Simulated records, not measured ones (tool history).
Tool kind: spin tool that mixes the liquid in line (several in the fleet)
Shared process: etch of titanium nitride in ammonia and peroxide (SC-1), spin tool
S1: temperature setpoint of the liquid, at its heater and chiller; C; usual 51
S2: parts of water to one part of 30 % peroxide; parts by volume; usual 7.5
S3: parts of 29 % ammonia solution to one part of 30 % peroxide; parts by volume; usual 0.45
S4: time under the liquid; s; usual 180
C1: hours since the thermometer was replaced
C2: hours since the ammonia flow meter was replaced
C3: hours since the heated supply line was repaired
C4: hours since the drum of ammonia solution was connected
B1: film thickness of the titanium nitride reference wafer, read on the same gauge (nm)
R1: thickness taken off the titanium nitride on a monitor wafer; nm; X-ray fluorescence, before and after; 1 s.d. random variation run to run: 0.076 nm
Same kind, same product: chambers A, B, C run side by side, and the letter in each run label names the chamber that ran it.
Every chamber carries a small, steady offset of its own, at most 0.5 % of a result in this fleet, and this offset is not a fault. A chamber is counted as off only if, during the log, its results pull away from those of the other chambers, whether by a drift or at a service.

Run 1B, hour 5.7: usual settings; C1 779.8; C2 298.5; C3 1090.8; C4 966.6; B1 30.009. Result: R1 12.887 nm.
Run 2C, hour 12.2: usual settings; C1 1091.7; C2 1110.5; C3 1551.1; C4 267.0; B1 29.994. Result: R1 13.091 nm.
Run 3A, hour 19.4: usual settings; C1 910.5; C2 401.2; C3 423.8; C4 915.9; B1 30.018. Result: R1 13.016 nm.
Run 4C, hour 27.1: usual settings; C1 1106.6; C2 1125.4; C3 1566.0; C4 281.9; B1 29.976. Result: R1 12.948 nm.
Run 5A, hour 34.9: usual settings; C1 926.0; C2 416.7; C3 439.3; C4 931.4; B1 29.992. Result: R1 12.932 nm.
Run 6B, hour 40.6: usual settings but S2 5.0 parts by volume, S3 0.35 parts by volume; C1 814.7; C2 333.4; C3 1125.7; C4 1001.5; B1 30.000. Result: R1 15.280 nm.
At hour 42.4: chamber A: new drum of ammonia solution connected.
Run 7A, hour 48.4: usual settings but S2 5.0 parts by volume, S3 0.35 parts by volume; C1 939.5; C2 430.2; C3 452.8; C4 6.0; B1 30.020. Result: R1 14.985 nm.
Run 8C, hour 53.3: usual settings but S2 5.0 parts by volume, S3 0.35 parts by volume; C1 1132.8; C2 1151.6; C3 1592.2; C4 308.1; B1 30.004. Result: R1 15.237 nm.
Run 9B, hour 56.8: usual settings; C1 830.9; C2 349.6; C3 1141.9; C4 1017.7; B1 30.025. Result: R1 12.849 nm.
Run 10A, hour 60.3: usual settings; C1 951.4; C2 442.1; C3 464.7; C4 17.9; B1 29.984. Result: R1 12.798 nm.
Run 11C, hour 67.4: usual settings; C1 1146.9; C2 1165.7; C3 1606.3; C4 322.2; B1 30.001. Result: R1 13.027 nm.
Run 12B, hour 71.6: usual settings; C1 845.7; C2 364.4; C3 1156.7; C4 1032.5; B1 30.024. Result: R1 12.974 nm.
Run 13A, hour 78.8: usual settings; C1 969.9; C2 460.6; C3 483.2; C4 36.4; B1 30.020. Result: R1 12.759 nm.
Run 14C, hour 84.9: usual settings but S3 0.30 parts by volume; C1 1164.4; C2 1183.2; C3 1623.8; C4 339.7; B1 30.012. Result: R1 12.120 nm.
Run 15B, hour 91.1: usual settings but S3 0.30 parts by volume; C1 865.2; C2 383.9; C3 1176.2; C4 1052.0; B1 30.014. Result: R1 11.966 nm.
Run 16A, hour 95.6: usual settings but S3 0.30 parts by volume; C1 986.7; C2 477.4; C3 500.0; C4 53.2; B1 30.027. Result: R1 11.609 nm.
Run 17B, hour 101.2: usual settings; C1 875.3; C2 394.0; C3 1186.3; C4 1062.1; B1 30.004. Result: R1 12.900 nm.
Run 18C, hour 108.1: usual settings; C1 1187.6; C2 1206.4; C3 1647.0; C4 362.9; B1 29.989. Result: R1 13.045 nm.
Run 19B, hour 114.6: usual settings; C1 888.7; C2 407.4; C3 1199.7; C4 1075.5; B1 29.983. Result: R1 12.953 nm.
Run 20A, hour 121.6: usual settings; C1 1012.7; C2 503.4; C3 526.0; C4 79.2; B1 30.022. Result: R1 12.264 nm.
Run 21C, hour 125.4: usual settings; C1 1204.9; C2 1223.7; C3 1664.3; C4 380.2; B1 30.014. Result: R1 13.030 nm.
Run 22B, hour 129.8: usual settings; C1 903.9; C2 422.6; C3 1214.9; C4 1090.7; B1 29.975. Result: R1 13.017 nm.
Run 23C, hour 136.0: usual settings; C1 1215.5; C2 1234.3; C3 1674.9; C4 390.8; B1 30.006. Result: R1 12.935 nm.

Decide between three cases: one chamber stands off from its peers, the gauge reading all wafers drifts, or nothing is wrong past each chamber's small offset. Where a chamber is off, say which and what most likely put it there.

One chamber, A, drifts off from the rest bit by bit.
Most likely cause: temperature lost on the way to the wafer (K) = 0.822.
From this log alone, it may not be told apart from: liquid colder than its thermometer reads (K).

Which of the 4 candidates below, each the usual settings with something changed and its results left as question marks, puts chamber A back in line with what the other chambers give on the usual settings?
Maximum distance from the other chambers' mean on the usual settings for a result to count as in line: R1 0.270 nm
Run 24A-1, hour 141.6: usual settings but S4 170 s. Result: R1 ?.
Run 24A-2, hour 141.6: usual settings but S3 0.50 parts by volume. Result: R1 ?.
Run 24A-3, hour 141.6: usual settings but S3 0.40 parts by volume. Result: R1 ?.
Run 24A-4, hour 141.6: usual settings but S1 51.5 C, S4 185 s. Result: R1 ?.

Mean of the other chambers on the usual settings: R1 12.967 nm
  run      R1
24A-1  11.610
24A-2  12.515
24A-3  12.044
24A-4  13.081
24A-4 puts the chamber back in line with the other chambers.
